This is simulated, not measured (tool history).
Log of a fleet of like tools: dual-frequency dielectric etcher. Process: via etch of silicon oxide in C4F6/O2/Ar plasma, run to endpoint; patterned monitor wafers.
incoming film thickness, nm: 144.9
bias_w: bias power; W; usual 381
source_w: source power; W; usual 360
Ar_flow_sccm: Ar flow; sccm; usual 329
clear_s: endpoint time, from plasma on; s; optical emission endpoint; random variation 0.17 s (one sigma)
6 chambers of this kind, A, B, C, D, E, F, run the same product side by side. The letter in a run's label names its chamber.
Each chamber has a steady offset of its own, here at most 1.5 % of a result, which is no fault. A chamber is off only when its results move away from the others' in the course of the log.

run,hour,bias_w,source_w,Ar_flow_sccm,hours since the last wet clean,hours since the last bias power generator calibration,hours since the last source power generator calibration,hours since the last Ar flow controller change,clear_s
1C,5.7,381,360,329,405.4,843.3,3537.5,2734.3,36.593
2D,14.6,381,360,329,213.1,3611.2,1715.1,2016.9,37.41
3F,25.4,381,360,329,53.7,2371,290.9,628.4,37.304
4B,30.1,381,360,329,374.1,1297.5,1375.1,1716.7,37.384
5E,36.3,381,360,329,333.6,3187.7,2439.7,2333.6,37.102
6A,42.2,381,360,329,72.3,872.4,771.9,5537.6,37.56
7E,52.8,381,360,329,350.1,3204.2,2456.2,2350.1,37.01
8C,62.7,381,360,329,462.4,900.3,3594.5,2791.3,36.968
9B,70.6,381,360,329,414.6,1338,1415.6,1757.2,37.079
10A,77.5,381,360,329,107.6,907.7,807.2,5572.9,37.46
11F,83.1,381,360,329,111.4,2428.7,348.6,686.1,36.801
# hour 86.6: chamber C: wet clean of the chamber
12D,93.1,381,360,329,291.6,3689.7,1793.6,2095.4,37.292
13F,99.6,381,360,329,127.9,2445.2,365.1,702.6,36.923
14C,105.7,381,360,329,19.1,943.3,3637.5,2834.3,36.77
15E,113.5,381,360,329,410.8,3264.9,2516.9,2410.8,37.034
16D,122.6,381,360,329,321.1,3719.2,1823.1,2124.9,37.057
17A,132,381,360,329,162.1,962.2,861.7,5627.4,37.444
# hour 134.3: chamber B: wet clean of the chamber
18B,143,381,360,329,8.7,1410.4,1488,1829.6,36.032
19D,150,381,360,329,348.5,3746.6,1850.5,2152.3,37.247
20E,157,381,360,329,454.3,3308.4,2560.4,2454.3,36.95
21B,162,381,360,329,27.7,1429.4,1507,1848.6,36.019
# hour 164.5: chamber E: wet clean of the chamber
22F,172.8,381,360,370,201.1,2518.4,438.3,775.8,37.717
23A,180.8,381,360,370,210.9,1011,910.5,5676.2,38.006
24C,191.7,381,360,370,105.1,1029.3,3723.5,2920.3,37.58
25D,196.4,381,360,370,394.9,3793,1896.9,2198.7,37.693
# hour 202.3: chamber E: source power generator calibrated
26A,205.4,381,360,370,235.5,1035.6,935.1,5700.8,38.252
27F,210.8,381,360,370,239.1,2556.4,476.3,813.8,37.608
28E,217.7,381,360,329,53.2,3369.1,15.4,2515,37.195
29C,228.4,381,360,329,141.8,1066,3760.2,2957,36.994
30B,239,381,360,329,104.7,1506.4,1584,1925.6,35.77
31D,247.2,381,360,329,445.7,3843.8,1947.7,2249.5,36.808
32A,254.8,381,360,329,284.9,1085,984.5,5750.2,37.481
33F,260.8,381,360,329,289.1,2606.4,526.3,863.8,37.268
34C,271.7,381,360,329,185.1,1109.3,3803.5,3000.3,36.857
35B,278.2,381,360,329,143.9,1545.6,1623.2,1964.8,35.688
36E,283.2,381,360,329,118.7,3434.6,80.9,2580.5,36.936
37F,289.7,381,360,329,318,2635.3,555.2,892.7,36.949
38E,296.1,381,360,329,131.6,3447.5,93.8,2593.4,36.809
39B,301.6,381,360,329,167.3,1569,1646.6,1988.2,35.812
40A,309.8,381,360,371,339.9,1140,1039.5,5805.2,37.946
41D,319.9,381,360,371,518.4,3916.5,2020.4,2322.2,37.828

Is one chamber off against the others, does the gauge drift, or is nothing wrong? If a chamber is off, say which, and what the likeliest cause is.

A service left chamber B off against the others.
Cause: etch rate over this chamber's usual, % = 3.56.

Here are 4 candidates for chamber B's next run, each the usual settings with a change, their results left as question marks. Which one brings its results back in line with what the others give on the usual settings?
In line means no further than this from the other chambers' mean on the usual settings: clear_s 0.58 s
42B-1,327.7,366,350,329,,,,,?
42B-2,327.7,350,330,337,,,,,?
42B-3,327.7,381,430,329,,,,,?
42B-4,327.7,381,390,329,,,,,?

The other chambers' mean on the usual settings: clear_s 37.097 s
run,clear_s
42B-1,36.94
42B-2,38.493
42B-3,33.682
42B-4,34.946
42B-1 brings the chamber back in line.

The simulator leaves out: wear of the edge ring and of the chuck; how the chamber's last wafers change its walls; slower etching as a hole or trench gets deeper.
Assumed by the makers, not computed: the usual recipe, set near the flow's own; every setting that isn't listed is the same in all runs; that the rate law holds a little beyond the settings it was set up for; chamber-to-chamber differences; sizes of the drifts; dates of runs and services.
